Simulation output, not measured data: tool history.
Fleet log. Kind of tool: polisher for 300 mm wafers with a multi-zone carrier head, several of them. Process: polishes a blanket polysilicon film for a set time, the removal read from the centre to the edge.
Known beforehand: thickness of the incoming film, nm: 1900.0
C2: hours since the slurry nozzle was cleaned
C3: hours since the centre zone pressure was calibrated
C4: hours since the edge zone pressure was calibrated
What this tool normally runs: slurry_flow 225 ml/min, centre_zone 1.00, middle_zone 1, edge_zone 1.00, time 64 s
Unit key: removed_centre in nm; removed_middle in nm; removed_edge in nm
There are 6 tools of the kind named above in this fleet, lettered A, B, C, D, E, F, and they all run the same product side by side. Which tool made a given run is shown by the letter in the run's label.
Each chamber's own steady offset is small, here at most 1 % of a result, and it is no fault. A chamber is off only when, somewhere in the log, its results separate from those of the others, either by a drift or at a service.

-- day=0.054 chamber D: worn pad replaced by a new one
-- day=0.175 chamber B: worn pad replaced by a new one
run 1A day=0.204 | slurry_flow=225 centre_zone=1.00 middle_zone=1 edge_zone=1.00 time=64 | wafers_polished_on_this_pad=1378 C2=525.9 C3=1045.2 C4=221.7 | removed_centre=758.84 removed_middle=759.21 removed_edge=750.72
run 2F day=0.362 | slurry_flow=225 centre_zone=1.00 middle_zone=1 edge_zone=1.00 time=64 | wafers_polished_on_this_pad=332 C2=80.2 C3=13.7 C4=412.3 | removed_centre=757.46 removed_middle=757.92 removed_edge=751.77
run 3E day=0.575 | slurry_flow=225 centre_zone=1.00 middle_zone=1 edge_zone=1.00 time=64 | wafers_polished_on_this_pad=324 C2=264.4 C3=429.3 C4=369.0 | removed_centre=762.81 removed_middle=750.62 removed_edge=754.54
run 4C day=0.721 | slurry_flow=225 centre_zone=1.00 middle_zone=1 edge_zone=1.00 time=64 | wafers_polished_on_this_pad=1235 C2=20.9 C3=820.0 C4=859.5 | removed_centre=764.97 removed_middle=757.88 removed_edge=753.20
-- day=0.788 chamber C: worn pad replaced by a new one
-- day=0.829 chamber D: centre zone pressure recalibrated
run 5B day=0.862 | slurry_flow=225 centre_zone=1.00 middle_zone=1 edge_zone=1.00 time=64 | wafers_polished_on_this_pad=128 C2=174.0 C3=354.1 C4=475.7 | removed_centre=762.45 removed_middle=757.72 removed_edge=758.96
run 6D day=1.112 | slurry_flow=225 centre_zone=1.00 middle_zone=1 edge_zone=1.00 time=64 | wafers_polished_on_this_pad=197 C2=180.0 C3=6.9 C4=708.3 | removed_centre=765.05 removed_middle=748.71 removed_edge=761.38
run 7A day=1.300 | slurry_flow=225 centre_zone=1.00 middle_zone=1 edge_zone=1.00 time=64 | wafers_polished_on_this_pad=1582 C2=552.2 C3=1071.5 C4=248.0 | removed_centre=784.79 removed_middle=753.90 removed_edge=757.93
-- day=1.392 chamber A: worn pad replaced by a new one
run 8B day=1.412 | slurry_flow=225 centre_zone=1.00 middle_zone=1 edge_zone=1.00 time=64 | wafers_polished_on_this_pad=230 C2=187.2 C3=367.3 C4=488.9 | removed_centre=778.37 removed_middle=754.58 removed_edge=770.10
run 9D day=1.662 | slurry_flow=225 centre_zone=1.11 middle_zone=1 edge_zone=1.00 time=83 | wafers_polished_on_this_pad=300 C2=193.2 C3=20.1 C4=721.5 | removed_centre=1112.90 removed_middle=965.45 removed_edge=991.41
-- day=1.712 chamber A: centre zone pressure recalibrated
run 10F day=1.775 | slurry_flow=225 centre_zone=1.11 middle_zone=1 edge_zone=1.00 time=83 | wafers_polished_on_this_pad=595 C2=114.1 C3=47.6 C4=446.2 | removed_centre=1127.10 removed_middle=973.93 removed_edge=968.41
run 11E day=1.967 | slurry_flow=225 centre_zone=1.11 middle_zone=1 edge_zone=1.00 time=83 | wafers_polished_on_this_pad=583 C2=297.8 C3=462.7 C4=402.4 | removed_centre=1068.40 removed_middle=951.63 removed_edge=956.65
run 12C day=2.221 | slurry_flow=225 centre_zone=1.11 middle_zone=1 edge_zone=1.00 time=83 | wafers_polished_on_this_pad=267 C2=56.9 C3=856.0 C4=895.5 | removed_centre=1106.70 removed_middle=966.24 removed_edge=988.99
run 13D day=2.371 | slurry_flow=225 centre_zone=1.11 middle_zone=1 edge_zone=1.00 time=83 | wafers_polished_on_this_pad=432 C2=210.2 C3=37.1 C4=738.5 | removed_centre=1122.90 removed_middle=1001.20 removed_edge=979.82
run 14F day=2.488 | slurry_flow=225 centre_zone=1.11 middle_zone=1 edge_zone=1.00 time=83 | wafers_polished_on_this_pad=728 C2=131.2 C3=64.7 C4=463.3 | removed_centre=1120.00 removed_middle=978.33 removed_edge=975.23
run 15B day=2.617 | slurry_flow=225 centre_zone=1.00 middle_zone=1 edge_zone=1.00 time=64 | wafers_polished_on_this_pad=455 C2=216.1 C3=396.2 C4=517.8 | removed_centre=768.24 removed_middle=758.20 removed_edge=756.52
run 16E day=2.850 | slurry_flow=225 centre_zone=1.00 middle_zone=1 edge_zone=1.00 time=64 | wafers_polished_on_this_pad=748 C2=319.0 C3=483.9 C4=423.6 | removed_centre=732.67 removed_middle=720.93 removed_edge=727.53
run 17C day=3.033 | slurry_flow=225 centre_zone=1.00 middle_zone=1 edge_zone=1.00 time=64 | wafers_polished_on_this_pad=418 C2=76.4 C3=875.5 C4=915.0 | removed_centre=751.38 removed_middle=760.67 removed_edge=758.01
-- day=3.108 chamber D: edge zone pressure recalibrated
-- day=3.146 chamber D: slurry nozzle cleaned
run 18A day=3.212 | slurry_flow=225 centre_zone=1.00 middle_zone=1 edge_zone=1.00 time=64 | wafers_polished_on_this_pad=339 C2=598.1 C3=36.0 C4=293.9 | removed_centre=766.19 removed_middle=755.17 removed_edge=740.75
run 19E day=3.367 | slurry_flow=225 centre_zone=1.00 middle_zone=1 edge_zone=1.00 time=64 | wafers_polished_on_this_pad=844 C2=331.4 C3=496.3 C4=436.0 | removed_centre=712.42 removed_middle=714.22 removed_edge=720.68
run 20A day=3.579 | slurry_flow=225 centre_zone=1.00 middle_zone=1 edge_zone=1.00 time=64 | wafers_polished_on_this_pad=407 C2=606.9 C3=44.8 C4=302.7 | removed_centre=771.34 removed_middle=761.63 removed_edge=742.29
run 21D day=3.792 | slurry_flow=225 centre_zone=1.00 middle_zone=1 edge_zone=1.00 time=64 | wafers_polished_on_this_pad=696 C2=15.5 C3=71.2 C4=16.5 | removed_centre=753.12 removed_middle=757.18 removed_edge=771.39
run 22C day=3.946 | slurry_flow=225 centre_zone=1.00 middle_zone=1 edge_zone=1.00 time=64 | wafers_polished_on_this_pad=588 C2=98.3 C3=897.4 C4=936.9 | removed_centre=748.04 removed_middle=752.36 removed_edge=750.81
run 23F day=4.112 | slurry_flow=225 centre_zone=1.00 middle_zone=1 edge_zone=1.00 time=64 | wafers_polished_on_this_pad=1031 C2=170.2 C3=103.7 C4=502.3 | removed_centre=766.00 removed_middle=762.86 removed_edge=756.98
run 24B day=4.267 | slurry_flow=225 centre_zone=1.00 middle_zone=1 edge_zone=1.00 time=64 | wafers_polished_on_this_pad=762 C2=255.7 C3=435.8 C4=557.4 | removed_centre=755.45 removed_middle=766.65 removed_edge=757.98
-- day=4.342 chamber D: worn pad replaced by a new one
-- day=4.367 chamber E: slurry nozzle cleaned
run 25B day=4.429 | slurry_flow=225 centre_zone=1.00 middle_zone=1 edge_zone=1.00 time=64 | wafers_polished_on_this_pad=792 C2=259.6 C3=439.7 C4=561.3 | removed_centre=747.55 removed_middle=768.50 removed_edge=758.30
run 26E day=4.562 | slurry_flow=225 centre_zone=1.00 middle_zone=1 edge_zone=1.00 time=64 | wafers_polished_on_this_pad=1067 C2=4.7 C3=525.0 C4=464.7 | removed_centre=704.04 removed_middle=710.97 removed_edge=701.96
run 27C day=4.812 | slurry_flow=225 centre_zone=1.00 middle_zone=1 edge_zone=1.00 time=64 | wafers_polished_on_this_pad=749 C2=119.1 C3=918.2 C4=957.7 | removed_centre=758.69 removed_middle=745.06 removed_edge=756.74
run 28F day=5.042 | slurry_flow=225 centre_zone=1.00 middle_zone=1 edge_zone=1.00 time=64 | wafers_polished_on_this_pad=1204 C2=192.5 C3=126.0 C4=524.6 | removed_centre=763.40 removed_middle=762.32 removed_edge=757.99
-- day=5.108 chamber F: edge zone pressure recalibrated
run 29D day=5.242 | slurry_flow=225 centre_zone=1.00 middle_zone=1 edge_zone=1.00 time=64 | wafers_polished_on_this_pad=168 C2=50.3 C3=106.0 C4=51.3 | removed_centre=764.79 removed_middle=756.09 removed_edge=754.23
run 30A day=5.412 | slurry_flow=225 centre_zone=1.00 middle_zone=1 edge_zone=1.00 time=64 | wafers_polished_on_this_pad=749 C2=650.9 C3=88.8 C4=346.7 | removed_centre=756.73 removed_middle=760.72 removed_edge=758.15
-- day=5.433 chamber F: worn pad replaced by a new one
run 31D day=5.654 | slurry_flow=225 centre_zone=1.00 middle_zone=1 edge_zone=1.00 time=64 | wafers_polished_on_this_pad=245 C2=60.2 C3=115.9 C4=61.2 | removed_centre=742.94 removed_middle=762.88 removed_edge=761.11
run 32A day=5.867 | slurry_flow=150 centre_zone=1.00 middle_zone=1 edge_zone=1.00 time=51 | wafers_polished_on_this_pad=833 C2=661.8 C3=99.7 C4=357.6 | removed_centre=562.32 removed_middle=566.88 removed_edge=568.80
run 33F day=6.117 | slurry_flow=150 centre_zone=1.00 middle_zone=1 edge_zone=1.00 time=51 | wafers_polished_on_this_pad=127 C2=218.3 C3=151.8 C4=24.2 | removed_centre=565.78 removed_middle=571.55 removed_edge=574.18
run 34C day=6.367 | slurry_flow=150 centre_zone=1.00 middle_zone=1 edge_zone=1.00 time=51 | wafers_polished_on_this_pad=1039 C2=156.4 C3=955.5 C4=995.0 | removed_centre=570.85 removed_middle=562.21 removed_edge=570.41
run 35B day=6.521 | slurry_flow=150 centre_zone=1.00 middle_zone=1 edge_zone=1.00 time=51 | wafers_polished_on_this_pad=1182 C2=309.8 C3=489.9 C4=611.5 | removed_centre=556.27 removed_middle=570.94 removed_edge=584.85
run 36E day=6.754 | slurry_flow=150 centre_zone=1.00 middle_zone=1 edge_zone=1.00 time=51 | wafers_polished_on_this_pad=1475 C2=57.3 C3=577.6 C4=517.3 | removed_centre=502.58 removed_middle=506.36 removed_edge=521.80
run 37D day=6.896 | slurry_flow=150 centre_zone=1.00 middle_zone=1 edge_zone=1.00 time=51 | wafers_polished_on_this_pad=476 C2=90.0 C3=145.7 C4=91.0 | removed_centre=570.13 removed_middle=570.25 removed_edge=574.95

Each of the 6 chambers runs these same settings next. Fill in every chamber's results:
run 38A day=7.079 | slurry_flow=225 centre_zone=1.00 middle_zone=1 edge_zone=1.06 time=64 | removed_centre=? removed_middle=? removed_edge=?
run 38B day=7.079 | slurry_flow=225 centre_zone=1.00 middle_zone=1 edge_zone=1.06 time=64 | removed_centre=? removed_middle=? removed_edge=?
run 38C day=7.079 | slurry_flow=225 centre_zone=1.00 middle_zone=1 edge_zone=1.06 time=64 | removed_centre=? removed_middle=? removed_edge=?
run 38D day=7.079 | slurry_flow=225 centre_zone=1.00 middle_zone=1 edge_zone=1.06 time=64 | removed_centre=? removed_middle=? removed_edge=?
run 38E day=7.079 | slurry_flow=225 centre_zone=1.00 middle_zone=1 edge_zone=1.06 time=64 | removed_centre=? removed_middle=? removed_edge=?
run 38F day=7.079 | slurry_flow=225 centre_zone=1.00 middle_zone=1 edge_zone=1.06 time=64 | removed_centre=? removed_middle=? removed_edge=?

run=38A removed_centre=766.92 removed_middle=763.99 removed_edge=761.73
run=38B removed_centre=739.35 removed_middle=758.09 removed_edge=784.26
run=38C removed_centre=756.51 removed_middle=752.25 removed_edge=776.69
run=38D removed_centre=762.82 removed_middle=760.32 removed_edge=790.03
run=38E removed_centre=681.61 removed_middle=668.33 removed_edge=699.37
run=38F removed_centre=761.67 removed_middle=757.98 removed_edge=774.84
